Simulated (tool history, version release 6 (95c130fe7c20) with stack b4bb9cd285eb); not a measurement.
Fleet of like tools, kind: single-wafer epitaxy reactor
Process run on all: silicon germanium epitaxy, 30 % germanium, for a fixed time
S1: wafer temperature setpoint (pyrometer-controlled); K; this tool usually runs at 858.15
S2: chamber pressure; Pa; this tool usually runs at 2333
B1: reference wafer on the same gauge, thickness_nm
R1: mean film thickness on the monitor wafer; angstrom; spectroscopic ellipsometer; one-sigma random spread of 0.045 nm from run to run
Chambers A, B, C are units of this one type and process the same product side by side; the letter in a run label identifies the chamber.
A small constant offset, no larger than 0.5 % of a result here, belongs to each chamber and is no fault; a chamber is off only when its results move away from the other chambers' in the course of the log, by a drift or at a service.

run     day      S1    S2      B1      R1
 1A   0.458  858.15  2333  50.602  424.64
 2C   0.938  858.15  2333  50.590  423.90
 3B   1.458  858.15  2333  50.575  421.70
 4B   1.742  858.15  2333  50.557  421.74
 5C   2.117  858.15  2333  50.553  424.55
 6A   2.396  858.15  2333  50.560  424.79
 7A   2.717  858.15  2333  50.559  424.40
 8C   3.088  848.15  2013  50.553  329.71
 9B   3.425  848.15  2013  50.533  327.65
10B   3.912  848.15  2013  50.548  326.89
11A   4.204  858.15  2333  50.543  424.54
12C   4.550  858.15  2333  50.516  423.45
13C   5.112  858.15  2333  50.514  423.08
14A   5.725  848.15  1787  50.502  314.04
15B   6.329  848.15  1787  50.499  311.40
16C   6.738  848.15  1787  50.496  314.09
17B   7.308  849.15  1920  50.469  326.30
18A   7.783  849.15  1920  50.454  329.65
19B   8.158  849.15  1920  50.459  326.52
20A   8.488  858.15  2333  50.448  423.65
21C   8.883  858.15  2333  50.438  422.64
22A   9.346  858.15  2333  50.449  422.75
23C   9.842  846.15  1973  50.432  314.02
24B  10.208  846.15  1973  50.417  311.83
25B  10.654  846.15  1973  50.415  311.71
26A  10.958  858.15  2333  50.409  424.39
27C  11.508  858.15  2333  50.394  422.43
28A  11.812  849.15  2053  50.383  338.29
29C  12.258  849.15  2053  50.380  338.81

Which is it: a chamber that has drifted or been left off by a service, a gauge drift common to all chambers, or only each chamber's usual small offset? If a chamber is off, name it and its likeliest cause.

The gauge drifts, so all chambers seem to drift together. No chamber is off.
Likeliest cause: gauge reads low (%) = 0.444.
